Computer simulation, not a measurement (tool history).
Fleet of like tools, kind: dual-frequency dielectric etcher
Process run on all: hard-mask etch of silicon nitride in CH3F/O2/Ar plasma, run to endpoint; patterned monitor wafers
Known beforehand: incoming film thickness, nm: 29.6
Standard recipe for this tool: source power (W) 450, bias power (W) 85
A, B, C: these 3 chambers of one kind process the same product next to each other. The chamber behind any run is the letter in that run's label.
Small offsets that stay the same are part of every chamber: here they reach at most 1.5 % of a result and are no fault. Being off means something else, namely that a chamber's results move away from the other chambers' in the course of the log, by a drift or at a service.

| run | day | source power (W) | bias power (W) | endpoint time (s) |
|---|---|---|---|---|
| 1C | 0.129 | 450 | 85 | 38.325 |
| 2A | 0.325 | 450 | 85 | 38.417 |
| 3B | 0.475 | 450 | 85 | 38.172 |
| 4B | 0.642 | 450 | 85 | 38.305 |
| 5C | 0.762 | 450 | 85 | 38.636 |
| 6A | 0.883 | 450 | 85 | 38.539 |
| 7B | 1.1 | 450 | 85 | 38.377 |
| 8C | 1.317 | 450 | 85 | 38.672 |
| 9A | 1.525 | 450 | 85 | 38.343 |
| 10C | 1.688 | 550 | 85 | 36.082 |
| 11A | 1.8 | 550 | 85 | 35.702 |
| 12B | 1.908 | 550 | 85 | 35.432 |
| 13B | 2.046 | 450 | 85 | 38.154 |
| 14A | 2.233 | 450 | 85 | 38.658 |
| 15C | 2.458 | 380 | 71 | 43.773 |
|  | 2.571 | chamber C: source power generator calibrated |
| 16B | 2.662 | 380 | 71 | 43.505 |
|  | 2.692 | chamber B: wet clean of the chamber |
| 17C | 2.783 | 380 | 71 | 44.093 |
| 18A | 2.896 | 450 | 85 | 38.358 |
| 19A | 3.05 | 450 | 85 | 38.54 |
| 20C | 3.183 | 540 | 99 | 34.535 |
| 21B | 3.392 | 540 | 99 | 33.261 |
| 22C | 3.579 | 540 | 99 | 34.452 |
| 23A | 3.812 | 450 | 85 | 38.612 |
|  | 3.817 | chamber A: bias power generator calibrated |
| 24B | 3.933 | 450 | 85 | 37.511 |
| 25A | 4.058 | 530 | 85 | 36.445 |
| 26B | 4.3 | 530 | 85 | 35.057 |
| 27C | 4.458 | 530 | 85 | 36.423 |
| 28B | 4.633 | 450 | 85 | 37.612 |
| 29A | 4.804 | 450 | 85 | 38.506 |
| 30C | 4.962 | 450 | 85 | 38.76 |
| 31B | 5.146 | 450 | 85 | 37.527 |
| 32C | 5.358 | 450 | 85 | 38.898 |
| 33A | 5.475 | 350 | 85 | 42.432 |
| 34C | 5.642 | 350 | 85 | 42.668 |
| 35B | 5.858 | 350 | 85 | 41.326 |
| 36A | 6.042 | 450 | 85 | 38.283 |
| 37C | 6.283 | 450 | 85 | 38.625 |
| 38A | 6.508 | 380 | 85 | 40.702 |
| 39B | 6.65 | 380 | 85 | 39.905 |

Read the log: is a single chamber off, either drifting away or since a service, is the gauge that measures every chamber drifting, or is nothing wrong beyond small per-chamber offsets? Name any odd chamber and what most likely caused it.

The work done on chamber B during a service left it standing apart from the others.
Cause: etch rate over this chamber's usual, % = 2.07.

Which of the 4 candidates below, each the usual settings with something changed and its results left as question marks, puts chamber B back in line with what the other chambers give on the usual settings?
To be in line, a result may differ from the other chambers' mean on the usual settings by at most: endpoint time (s) 0.51
| 40B-1 | 6.829 | 470 | 88 | ? |
| 40B-2 | 6.829 | 480 | 91 | ? |
| 40B-3 | 6.829 | 420 | 79 | ? |
| 40B-4 | 6.829 | 450 | 78 | ? |

The mean the other chambers reach with the usual settings: endpoint time (s) 38.606
| run | endpoint time (s) |
|---|---|
| 40B-1 | 36.294 |
| 40B-2 | 35.576 |
| 40B-3 | 39.365 |
| 40B-4 | 38.506 |
It is 40B-4 that realigns the chamber with its peers.
